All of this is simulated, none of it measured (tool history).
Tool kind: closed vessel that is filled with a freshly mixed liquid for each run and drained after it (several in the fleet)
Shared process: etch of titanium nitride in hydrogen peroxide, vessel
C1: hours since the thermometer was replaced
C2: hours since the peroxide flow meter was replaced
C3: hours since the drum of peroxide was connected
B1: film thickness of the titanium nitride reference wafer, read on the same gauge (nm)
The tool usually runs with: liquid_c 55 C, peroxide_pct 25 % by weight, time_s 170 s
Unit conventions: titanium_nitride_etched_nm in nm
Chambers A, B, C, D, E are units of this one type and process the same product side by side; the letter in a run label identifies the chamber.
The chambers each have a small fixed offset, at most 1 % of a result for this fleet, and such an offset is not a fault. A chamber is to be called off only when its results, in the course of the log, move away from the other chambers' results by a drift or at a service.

run 1C day=0.321 | liquid_c=55 peroxide_pct=25 time_s=170 | C1=1349.7 C2=1474.9 C3=387.9 | B1=140.01 | titanium_nitride_etched_nm=11.959
run 2B day=0.729 | liquid_c=55 peroxide_pct=25 time_s=170 | C1=301.1 C2=1589.6 C3=19.3 | B1=140 | titanium_nitride_etched_nm=11.895
run 3E day=0.938 | liquid_c=55 peroxide_pct=25 time_s=170 | C1=550.9 C2=824.9 C3=157.6 | B1=139.99 | titanium_nitride_etched_nm=11.73
run 4D day=1.238 | liquid_c=55 peroxide_pct=25 time_s=170 | C1=436.7 C2=63.9 C3=232.7 | B1=139.99 | titanium_nitride_etched_nm=11.77
run 5A day=1.508 | liquid_c=55 peroxide_pct=25 time_s=170 | C1=469.3 C2=806.6 C3=580.8 | B1=140 | titanium_nitride_etched_nm=11.782
run 6A day=1.762 | liquid_c=55 peroxide_pct=25 time_s=170 | C1=475.4 C2=812.7 C3=586.9 | B1=140.01 | titanium_nitride_etched_nm=11.873
run 7D day=2.117 | liquid_c=55 peroxide_pct=25 time_s=170 | C1=457.8 C2=85 C3=253.8 | B1=140 | titanium_nitride_etched_nm=11.618
run 8C day=2.425 | liquid_c=52 peroxide_pct=25 time_s=170 | C1=1400.2 C2=1525.4 C3=438.4 | B1=139.99 | titanium_nitride_etched_nm=9.5971
run 9E day=2.696 | liquid_c=52 peroxide_pct=25 time_s=170 | C1=593.1 C2=867.1 C3=199.8 | B1=140.02 | titanium_nitride_etched_nm=9.4343
run 10B day=3.096 | liquid_c=52 peroxide_pct=25 time_s=170 | C1=357.9 C2=1646.4 C3=76.1 | B1=140.02 | titanium_nitride_etched_nm=9.8722
run 11B day=3.342 | liquid_c=52 peroxide_pct=25 time_s=170 | C1=363.8 C2=1652.3 C3=82 | B1=140.01 | titanium_nitride_etched_nm=9.7148
run 12E day=3.608 | liquid_c=52 peroxide_pct=25 time_s=170 | C1=615 C2=889 C3=221.7 | B1=139.98 | titanium_nitride_etched_nm=9.476
-- day=3.671 chamber A: new drum of peroxide connected
run 13D day=3.904 | liquid_c=55 peroxide_pct=25 time_s=170 | C1=500.7 C2=127.9 C3=296.7 | B1=139.99 | titanium_nitride_etched_nm=11.746
run 14C day=4.179 | liquid_c=55 peroxide_pct=25 time_s=255 | C1=1442.3 C2=1567.5 C3=480.5 | B1=140.03 | titanium_nitride_etched_nm=17.996
run 15A day=4.454 | liquid_c=55 peroxide_pct=25 time_s=255 | C1=540 C2=877.3 C3=18.9 | B1=140.01 | titanium_nitride_etched_nm=17.69
run 16E day=4.683 | liquid_c=55 peroxide_pct=25 time_s=255 | C1=640.8 C2=914.8 C3=247.5 | B1=139.99 | titanium_nitride_etched_nm=17.695
run 17D day=4.975 | liquid_c=55 peroxide_pct=25 time_s=255 | C1=526.4 C2=153.6 C3=322.4 | B1=139.99 | titanium_nitride_etched_nm=17.784
run 18B day=5.217 | liquid_c=55 peroxide_pct=25 time_s=255 | C1=408.8 C2=1697.3 C3=127 | B1=140.01 | titanium_nitride_etched_nm=18.989
run 19C day=5.517 | liquid_c=55 peroxide_pct=25 time_s=170 | C1=1474.4 C2=1599.6 C3=512.6 | B1=140.01 | titanium_nitride_etched_nm=12.166
-- day=5.625 chamber C: new drum of peroxide connected
run 20A day=5.9 | liquid_c=55 peroxide_pct=25 time_s=170 | C1=574.7 C2=912 C3=53.6 | B1=139.99 | titanium_nitride_etched_nm=12.049
-- day=6.196 chamber C: peroxide flow meter replaced
run 21B day=6.238 | liquid_c=55 peroxide_pct=25 time_s=170 | C1=433.3 C2=1721.8 C3=151.5 | B1=139.99 | titanium_nitride_etched_nm=12.986
run 22D day=6.633 | liquid_c=55 peroxide_pct=25 time_s=170 | C1=566.2 C2=193.4 C3=362.2 | B1=140 | titanium_nitride_etched_nm=11.814
-- day=6.771 chamber B: peroxide flow meter replaced
run 23C day=6.938 | liquid_c=55 peroxide_pct=25 time_s=170 | C1=1508.5 C2=17.9 C3=31.5 | B1=139.97 | titanium_nitride_etched_nm=11.874
run 24E day=7.225 | liquid_c=55 peroxide_pct=25 time_s=170 | C1=701.8 C2=975.8 C3=308.5 | B1=140.02 | titanium_nitride_etched_nm=11.926
run 25A day=7.467 | liquid_c=55 peroxide_pct=25 time_s=170 | C1=612.3 C2=949.6 C3=91.2 | B1=140 | titanium_nitride_etched_nm=11.61
run 26A day=7.7 | liquid_c=55 peroxide_pct=25 time_s=170 | C1=617.9 C2=955.2 C3=96.8 | B1=140.01 | titanium_nitride_etched_nm=11.91
run 27C day=8.05 | liquid_c=55 peroxide_pct=25 time_s=170 | C1=1535.2 C2=44.6 C3=58.2 | B1=139.98 | titanium_nitride_etched_nm=11.88
run 28E day=8.321 | liquid_c=55 peroxide_pct=25 time_s=170 | C1=728.1 C2=1002.1 C3=334.8 | B1=140.01 | titanium_nitride_etched_nm=11.754
run 29B day=8.625 | liquid_c=55 peroxide_pct=25 time_s=170 | C1=490.6 C2=44.5 C3=208.8 | B1=140.01 | titanium_nitride_etched_nm=13.515
run 30D day=8.842 | liquid_c=55 peroxide_pct=25 time_s=170 | C1=619.2 C2=246.4 C3=415.2 | B1=140 | titanium_nitride_etched_nm=11.666

Is one chamber off against the others, does the gauge drift, or is nothing wrong? If a chamber is off, say which, and what the likeliest cause is.

Chamber B drifts away from the others.
Most likely cause: liquid hotter than its thermometer reads (K) = 1.86.

Which of the 4 candidates below, each the usual settings with something changed and its results left as question marks, puts chamber B back in line with what the other chambers give on the usual settings?
Allowed miss from the other chambers' usual-settings mean, per result, to count as in line: titanium_nitride_etched_nm 0.37 nm
run 31B-1 day=9.142 | liquid_c=55 peroxide_pct=25 time_s=160 | titanium_nitride_etched_nm=?
run 31B-2 day=9.142 | liquid_c=55 peroxide_pct=25 time_s=180 | titanium_nitride_etched_nm=?
run 31B-3 day=9.142 | liquid_c=56 peroxide_pct=25 time_s=180 | titanium_nitride_etched_nm=?
run 31B-4 day=9.142 | liquid_c=53 peroxide_pct=25 time_s=170 | titanium_nitride_etched_nm=?

The other chambers' mean on the usual settings: titanium_nitride_etched_nm 11.86 nm
run=31B-1 titanium_nitride_etched_nm=12.636
run=31B-2 titanium_nitride_etched_nm=14.216
run=31B-3 titanium_nitride_etched_nm=15.232
run=31B-4 titanium_nitride_etched_nm=11.671
The answer is 31B-4, which returns the chamber to within the allowed miss of the others.
